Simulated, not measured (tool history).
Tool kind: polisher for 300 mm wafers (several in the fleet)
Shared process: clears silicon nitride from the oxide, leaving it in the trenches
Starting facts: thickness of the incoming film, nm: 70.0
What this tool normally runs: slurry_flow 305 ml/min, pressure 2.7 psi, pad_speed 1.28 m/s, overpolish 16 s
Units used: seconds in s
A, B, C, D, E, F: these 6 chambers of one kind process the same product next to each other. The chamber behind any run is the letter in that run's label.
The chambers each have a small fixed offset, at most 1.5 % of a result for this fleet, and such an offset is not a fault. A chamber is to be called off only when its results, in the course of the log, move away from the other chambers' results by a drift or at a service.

-- day=0.121 chamber A: worn pad replaced by a new one
run 1F day=0.279 | slurry_flow=305 pressure=2.7 pad_speed=1.28 overpolish=16 | seconds=72.405
run 2D day=0.45 | slurry_flow=305 pressure=2.7 pad_speed=1.28 overpolish=16 | seconds=71.947
-- day=0.521 chamber E: slurry nozzle cleaned
run 3A day=0.646 | slurry_flow=305 pressure=2.7 pad_speed=1.28 overpolish=16 | seconds=73.53
-- day=0.671 chamber C: worn pad replaced by a new one
run 4E day=0.938 | slurry_flow=305 pressure=2.7 pad_speed=1.28 overpolish=16 | seconds=73.285
run 5C day=1.25 | slurry_flow=305 pressure=2.7 pad_speed=1.28 overpolish=16 | seconds=72.697
run 6B day=1.408 | slurry_flow=305 pressure=2.7 pad_speed=1.28 overpolish=16 | seconds=69.69
-- day=1.454 chamber F: worn pad replaced by a new one
run 7E day=1.717 | slurry_flow=305 pressure=2.7 pad_speed=1.28 overpolish=16 | seconds=72.135
-- day=2 chamber D: worn pad replaced by a new one
-- day=2.05 chamber B: worn pad replaced by a new one
run 8B day=2.075 | slurry_flow=305 pressure=2.7 pad_speed=1.28 overpolish=16 | seconds=70.914
run 9A day=2.242 | slurry_flow=305 pressure=2.7 pad_speed=1.28 overpolish=16 | seconds=71.881
-- day=2.367 chamber C: worn pad replaced by a new one
run 10C day=2.45 | slurry_flow=305 pressure=2.7 pad_speed=1.28 overpolish=16 | seconds=70.84
run 11D day=2.746 | slurry_flow=305 pressure=2.7 pad_speed=1.28 overpolish=16 | seconds=72.105
run 12F day=2.942 | slurry_flow=305 pressure=2.7 pad_speed=1.28 overpolish=16 | seconds=71.815
-- day=3.058 chamber D: slurry nozzle cleaned
-- day=3.183 chamber E: worn pad replaced by a new one
run 13C day=3.288 | slurry_flow=305 pressure=3.3 pad_speed=1.14 overpolish=16 | seconds=66.054
run 14B day=3.567 | slurry_flow=305 pressure=3.3 pad_speed=1.14 overpolish=16 | seconds=64.462
-- day=3.704 chamber F: worn pad replaced by a new one
run 15E day=3.8 | slurry_flow=305 pressure=3.3 pad_speed=1.14 overpolish=16 | seconds=68.102
run 16F day=3.967 | slurry_flow=305 pressure=3.3 pad_speed=1.14 overpolish=16 | seconds=65.985
-- day=4.171 chamber C: worn pad replaced by a new one
-- day=4.238 chamber A: worn pad replaced by a new one
run 17A day=4.283 | slurry_flow=305 pressure=3.3 pad_speed=1.14 overpolish=16 | seconds=66.059
run 18D day=4.608 | slurry_flow=305 pressure=3.3 pad_speed=1.14 overpolish=16 | seconds=67.29
-- day=4.825 chamber B: worn pad replaced by a new one
-- day=4.825 chamber D: worn pad replaced by a new one
run 19F day=4.912 | slurry_flow=305 pressure=2.7 pad_speed=1.28 overpolish=16 | seconds=73.33
run 20E day=5.096 | slurry_flow=395 pressure=2.7 pad_speed=1.28 overpolish=26 | seconds=71.81
run 21B day=5.271 | slurry_flow=395 pressure=2.7 pad_speed=1.28 overpolish=26 | seconds=69.919
run 22C day=5.575 | slurry_flow=395 pressure=2.7 pad_speed=1.28 overpolish=26 | seconds=71.073
run 23A day=5.842 | slurry_flow=395 pressure=2.7 pad_speed=1.28 overpolish=26 | seconds=70.908
-- day=5.858 chamber C: worn pad replaced by a new one
-- day=5.921 chamber F: worn pad replaced by a new one
run 24D day=6.1 | slurry_flow=395 pressure=2.7 pad_speed=1.28 overpolish=26 | seconds=70.263
run 25A day=6.317 | slurry_flow=395 pressure=2.7 pad_speed=1.28 overpolish=26 | seconds=70.453
run 26B day=6.662 | slurry_flow=305 pressure=2.7 pad_speed=1.28 overpolish=16 | seconds=70.549
run 27E day=7.021 | slurry_flow=305 pressure=2.7 pad_speed=1.28 overpolish=16 | seconds=73.19
-- day=7.108 chamber E: worn pad replaced by a new one
run 28C day=7.254 | slurry_flow=305 pressure=2.7 pad_speed=1.28 overpolish=16 | seconds=70.699
run 29D day=7.533 | slurry_flow=305 pressure=2.7 pad_speed=1.28 overpolish=16 | seconds=72.776
-- day=7.562 chamber D: worn pad replaced by a new one
-- day=7.704 chamber C: worn pad replaced by a new one
run 30F day=7.783 | slurry_flow=305 pressure=2.7 pad_speed=1.28 overpolish=16 | seconds=72.214
-- day=8.079 chamber B: worn pad replaced by a new one
run 31E day=8.096 | slurry_flow=305 pressure=2.7 pad_speed=1.28 overpolish=16 | seconds=72.404
-- day=8.196 chamber F: worn pad replaced by a new one
-- day=8.333 chamber A: worn pad replaced by a new one
run 32D day=8.379 | slurry_flow=305 pressure=2.7 pad_speed=1.28 overpolish=16 | seconds=71.131
run 33C day=8.538 | slurry_flow=305 pressure=2.7 pad_speed=1.28 overpolish=16 | seconds=72.852
run 34F day=8.871 | slurry_flow=305 pressure=2.7 pad_speed=1.28 overpolish=16 | seconds=72.23
run 35A day=9.042 | slurry_flow=305 pressure=3.2 pad_speed=1.28 overpolish=16 | seconds=61.333
run 36B day=9.338 | slurry_flow=305 pressure=3.2 pad_speed=1.28 overpolish=16 | seconds=59.985

Each of the 6 chambers runs these same settings next. Fill in every chamber's results:
run 37A day=9.596 | slurry_flow=305 pressure=2.7 pad_speed=1.28 overpolish=16 | seconds=?
run 37B day=9.596 | slurry_flow=305 pressure=2.7 pad_speed=1.28 overpolish=16 | seconds=?
run 37C day=9.596 | slurry_flow=305 pressure=2.7 pad_speed=1.28 overpolish=16 | seconds=?
run 37D day=9.596 | slurry_flow=305 pressure=2.7 pad_speed=1.28 overpolish=16 | seconds=?
run 37E day=9.596 | slurry_flow=305 pressure=2.7 pad_speed=1.28 overpolish=16 | seconds=?
run 37F day=9.596 | slurry_flow=305 pressure=2.7 pad_speed=1.28 overpolish=16 | seconds=?

run=37A seconds=71.997
run=37B seconds=70.981
run=37C seconds=71.184
run=37D seconds=71.298
run=37E seconds=72.676
run=37F seconds=72.079
